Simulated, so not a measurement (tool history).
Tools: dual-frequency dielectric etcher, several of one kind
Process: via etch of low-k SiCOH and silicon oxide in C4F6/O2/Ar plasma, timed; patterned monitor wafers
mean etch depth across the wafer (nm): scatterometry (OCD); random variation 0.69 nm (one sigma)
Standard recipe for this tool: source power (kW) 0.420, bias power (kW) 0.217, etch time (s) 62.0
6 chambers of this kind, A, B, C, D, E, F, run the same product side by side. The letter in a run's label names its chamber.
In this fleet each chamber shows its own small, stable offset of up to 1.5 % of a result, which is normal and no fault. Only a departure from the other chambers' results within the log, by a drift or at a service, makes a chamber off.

run	hour	source power (kW)	bias power (kW)	etch time (s)	read-back reference wafer on the same gauge, depth_nm	mean etch depth across the wafer (nm)
1F	6.0	0.420	0.217	62.0	190.89	174.88
2B	10.4	0.420	0.217	62.0	190.98	173.47
3C	14.8	0.420	0.217	62.0	190.96	174.85
4A	18.6	0.420	0.217	62.0	191.01	174.04
5E	24.6	0.420	0.217	62.0	190.77	176.90
6D	29.2	0.420	0.217	62.0	190.96	175.58
7F	33.1	0.460	0.217	44.5	191.13	129.29
# hour 39.3: chamber A: wet clean of the chamber
8D	40.8	0.460	0.217	44.5	190.91	128.27
9A	45.3	0.460	0.217	44.5	191.12	130.48
10C	53.6	0.460	0.217	44.5	190.87	130.60
11E	59.3	0.460	0.217	44.5	190.97	132.28
12B	63.4	0.460	0.217	44.5	190.97	130.34
13D	67.2	0.420	0.217	62.0	191.04	173.25
14F	73.4	0.420	0.217	62.0	190.84	173.76
15A	80.6	0.420	0.217	62.0	191.02	174.54
16B	85.3	0.420	0.217	62.0	191.07	175.22
17E	90.4	0.420	0.217	62.0	191.02	176.50
18C	96.5	0.490	0.217	74.0	191.16	221.92
19D	104.7	0.490	0.217	74.0	190.99	218.73
20B	108.5	0.490	0.217	74.0	191.03	220.56
21F	113.9	0.490	0.217	74.0	190.98	221.06
# hour 118.6: chamber F: wet clean of the chamber
22E	121.4	0.490	0.217	74.0	190.71	223.45
23C	126.2	0.490	0.217	74.0	191.00	222.47
24A	134.2	0.420	0.217	62.0	191.09	174.46
# hour 134.8: chamber B: wet clean of the chamber
25B	140.8	0.420	0.217	62.0	190.89	174.58
26F	148.5	0.420	0.217	62.0	191.03	174.31
27A	154.9	0.420	0.217	62.0	191.10	175.72
28D	159.3	0.420	0.217	62.0	191.15	174.30
29E	163.6	0.420	0.217	62.0	191.09	177.72
30C	168.2	0.420	0.217	62.0	191.08	175.76
31F	174.4	0.420	0.217	62.0	190.92	174.84
32C	179.4	0.420	0.217	76.5	191.12	216.61
33B	184.8	0.420	0.217	76.5	191.04	215.85
34D	188.8	0.420	0.217	76.5	190.82	215.10
35A	195.2	0.420	0.217	76.5	191.08	214.89
36E	201.5	0.420	0.217	76.5	190.85	219.22
37B	207.6	0.420	0.217	76.5	190.95	216.10
38C	213.6	0.420	0.217	62.0	190.98	174.77
39E	221.0	0.420	0.217	62.0	191.04	177.94
40D	226.8	0.420	0.217	62.0	190.91	173.35
41F	232.0	0.420	0.217	62.0	191.00	173.65
42A	239.5	0.420	0.217	62.0	190.93	174.81

Decide between three cases: one chamber stands off from its peers, the gauge reading all wafers drifts, or nothing is wrong past each chamber's small offset. Where a chamber is off, say which and what most likely put it there.

The fleet is healthy, with each chamber sitting at its usual small offset and no drift in the gauge.

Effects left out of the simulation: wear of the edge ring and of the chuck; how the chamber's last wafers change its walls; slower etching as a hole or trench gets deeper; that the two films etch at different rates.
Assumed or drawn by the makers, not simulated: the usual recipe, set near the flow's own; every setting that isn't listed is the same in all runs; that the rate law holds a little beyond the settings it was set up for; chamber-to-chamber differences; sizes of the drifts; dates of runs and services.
